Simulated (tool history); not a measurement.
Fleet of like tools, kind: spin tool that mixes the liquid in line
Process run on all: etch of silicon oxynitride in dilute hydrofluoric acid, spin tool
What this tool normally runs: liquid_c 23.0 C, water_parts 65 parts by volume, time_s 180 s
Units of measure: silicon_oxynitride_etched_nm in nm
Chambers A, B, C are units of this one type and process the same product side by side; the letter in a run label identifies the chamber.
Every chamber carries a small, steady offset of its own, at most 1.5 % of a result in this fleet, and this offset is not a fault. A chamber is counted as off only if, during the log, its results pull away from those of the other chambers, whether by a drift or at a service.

run	hour	liquid_c	water_parts	time_s	read-back film thickness of the silicon oxynitride reference wafer, read on the same gauge (nm)	silicon_oxynitride_etched_nm
1C	4.4	23.0	65	180	99.969	5.2056
2B	11.5	23.0	65	180	99.983	5.1751
3A	15.2	23.0	65	180	99.982	5.1850
4A	23.2	23.0	65	180	100.000	5.1301
5C	31.0	23.0	65	180	100.010	5.1814
6B	36.9	23.0	65	180	99.967	5.1779
7C	43.0	23.0	65	180	99.998	5.1954
8A	47.4	23.0	65	180	100.010	5.1442
9B	52.3	23.0	65	75	100.000	2.1780
10A	56.4	23.0	65	75	99.995	2.1464
11B	61.5	23.0	65	75	100.000	2.1565
12C	69.7	23.0	65	180	99.999	5.1933
13C	76.9	23.0	65	250	99.986	7.1942
14A	81.4	23.0	65	250	100.010	7.0116
15B	87.3	23.0	65	250	99.968	7.3327
16B	92.4	23.0	65	180	99.979	5.2176
17A	100.3	23.0	65	180	100.010	5.0373
18C	108.0	23.0	65	180	100.010	5.2013
19C	114.8	23.0	65	180	99.998	5.1758
20B	123.1	23.0	80	180	99.975	4.2238
21A	130.6	23.0	80	180	100.010	3.9723
22C	134.9	23.0	80	180	99.990	4.1955
23B	139.2	23.0	65	180	99.984	5.2712
24A	144.7	23.0	65	180	100.010	4.8412
25A	151.6	25.5	65	180	99.985	5.5456
26B	157.1	25.5	65	180	99.997	5.8970
27C	164.8	25.5	65	180	99.993	5.8501

All chambers now run identical settings, listed one chamber a line with results as question marks. What results will each chamber show?
28A	170.9	20.0	65	180		?
28B	170.9	20.0	65	180		?
28C	170.9	20.0	65	180		?

run	silicon_oxynitride_etched_nm
28A	4.1997
28B	4.5132
28C	4.4993
